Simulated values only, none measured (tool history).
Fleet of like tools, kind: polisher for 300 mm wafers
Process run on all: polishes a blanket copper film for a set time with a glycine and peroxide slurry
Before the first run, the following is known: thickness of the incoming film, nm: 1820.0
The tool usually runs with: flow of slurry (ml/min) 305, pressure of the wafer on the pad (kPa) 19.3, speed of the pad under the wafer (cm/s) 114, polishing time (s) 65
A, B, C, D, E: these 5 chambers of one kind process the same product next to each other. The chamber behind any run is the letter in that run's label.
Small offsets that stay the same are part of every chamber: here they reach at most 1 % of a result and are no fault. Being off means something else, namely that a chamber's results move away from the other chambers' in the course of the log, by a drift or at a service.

run   hour  flow of slurry (ml/min)  pressure of the wafer on the pad (kPa)  speed of the pad under the wafer (cm/s)  polishing time (s)  film removed (nm)
         5  -- chamber C: worn pad replaced by a new one
 1E      6                      305                                    19.3                                      114                  65             370.92
 2D   15.8                      305                                    19.3                                      114                  65             378.28
 3C   20.9                      305                                    19.3                                      114                  65             376.43
 4A   31.1                      305                                    19.3                                      114                  65             368.98
 5B   40.7                      305                                    19.3                                      114                  65             376.53
 6E   51.3                      305                                    19.3                                      114                  65             366.59
 7D   56.2                      305                                    19.3                                      114                  65             375.55
      60.4  -- chamber E: worn pad replaced by a new one
      63.3  -- chamber C: head pressure recalibrated
 8A   67.4                      360                                    19.3                                      128                  65             413.31
      71.6  -- chamber D: worn pad replaced by a new one
 9B   78.3                      360                                    19.3                                      128                  65             418.49
10C   83.8                      360                                    19.3                                      128                  65             423.05
11E   91.9                      360                                    19.3                                      128                  65             413.93
12C  100.4                      360                                    19.3                                      128                  65             420.53
     102.8  -- chamber C: worn pad replaced by a new one
13B  106.6                      305                                    19.3                                      114                  65             378.68
14A  113.1                      305                                    19.3                                      114                  65             372.91
     114.1  -- chamber B: head pressure recalibrated
     115.4  -- chamber B: worn pad replaced by a new one
15D  123.1                      235                                    19.3                                      114                  65             359.73
16C  129.3                      235                                    19.3                                      114                  65             367.24
17B  135.1                      235                                    19.3                                      114                  65                365
18E  146.3                      235                                    19.3                                      114                  65             359.78
19A  154.7                      235                                    19.3                                      114                  65             364.06
20D  161.4                      305                                    19.3                                      114                  65             367.34
21E  166.9                      305                                    19.3                                      114                  65              369.6
     169.4  -- chamber E: worn pad replaced by a new one
22D  176.8                      305                                    19.3                                      114                  65             362.45
     184.8  -- chamber B: slurry nozzle cleaned
23A  186.8                      305                                    19.3                                      114                  65             374.18
24C  193.8                      305                                    19.3                                      114                  65             377.42
     198.5  -- chamber C: worn pad replaced by a new one
25B  202.3                      400                                    19.3                                      114                  65             387.56
26C  210.5                      400                                    19.3                                      114                  65             379.22
       211  -- chamber D: worn pad replaced by a new one
27E  218.6                      400                                    19.3                                      114                  65              377.2
     219.2  -- chamber A: worn pad replaced by a new one
28A  229.6                      400                                    19.3                                      114                  65             383.26
29B    238                      400                                    19.3                                      114                  65             387.48
30D  244.6                      305                                    19.3                                      114                  65             358.82
31E  249.6                      305                                    19.3                                      114                  65             376.04
32B  254.6                      305                                    19.3                                      114                  65             376.09
     255.3  -- chamber C: slurry nozzle cleaned
33C    264                      305                                    19.3                                      114                  65             373.25

Which is it: a chamber that has drifted or been left off by a service, a gauge drift common to all chambers, or only each chamber's usual small offset? If a chamber is off, name it and its likeliest cause.

It is chamber D that slowly wanders off from its peers.
Cause: head's pressure below its setpoint, % = 5.75.
With only this log, it may be confused with: slurry flow missing at the pad, %.

Chamber D could run next with any of the 4 candidate recipes listed below; each alters the usual settings, and their results appear as question marks. Which one brings its results back in line with what the other chambers deliver on the usual settings?
To be in line, a result may differ from the other chambers' mean on the usual settings by at most: film removed (nm) 11
34D-1  272.1                      305                                    18.6                                      112                  65                  ?
34D-2  272.1                      305                                    19.3                                      114                  59                  ?
34D-3  272.1                      305                                      20                                      116                  65                  ?
34D-4  272.1                      305                                    19.3                                      126                  65                  ?

The other chambers' mean on the usual settings: film removed (nm) 373.82
  run  film removed (nm)
34D-1             342.59
34D-2             325.48
34D-3             374.97
34D-4             390.59
With 34D-3, the chamber falls back in line with the rest.

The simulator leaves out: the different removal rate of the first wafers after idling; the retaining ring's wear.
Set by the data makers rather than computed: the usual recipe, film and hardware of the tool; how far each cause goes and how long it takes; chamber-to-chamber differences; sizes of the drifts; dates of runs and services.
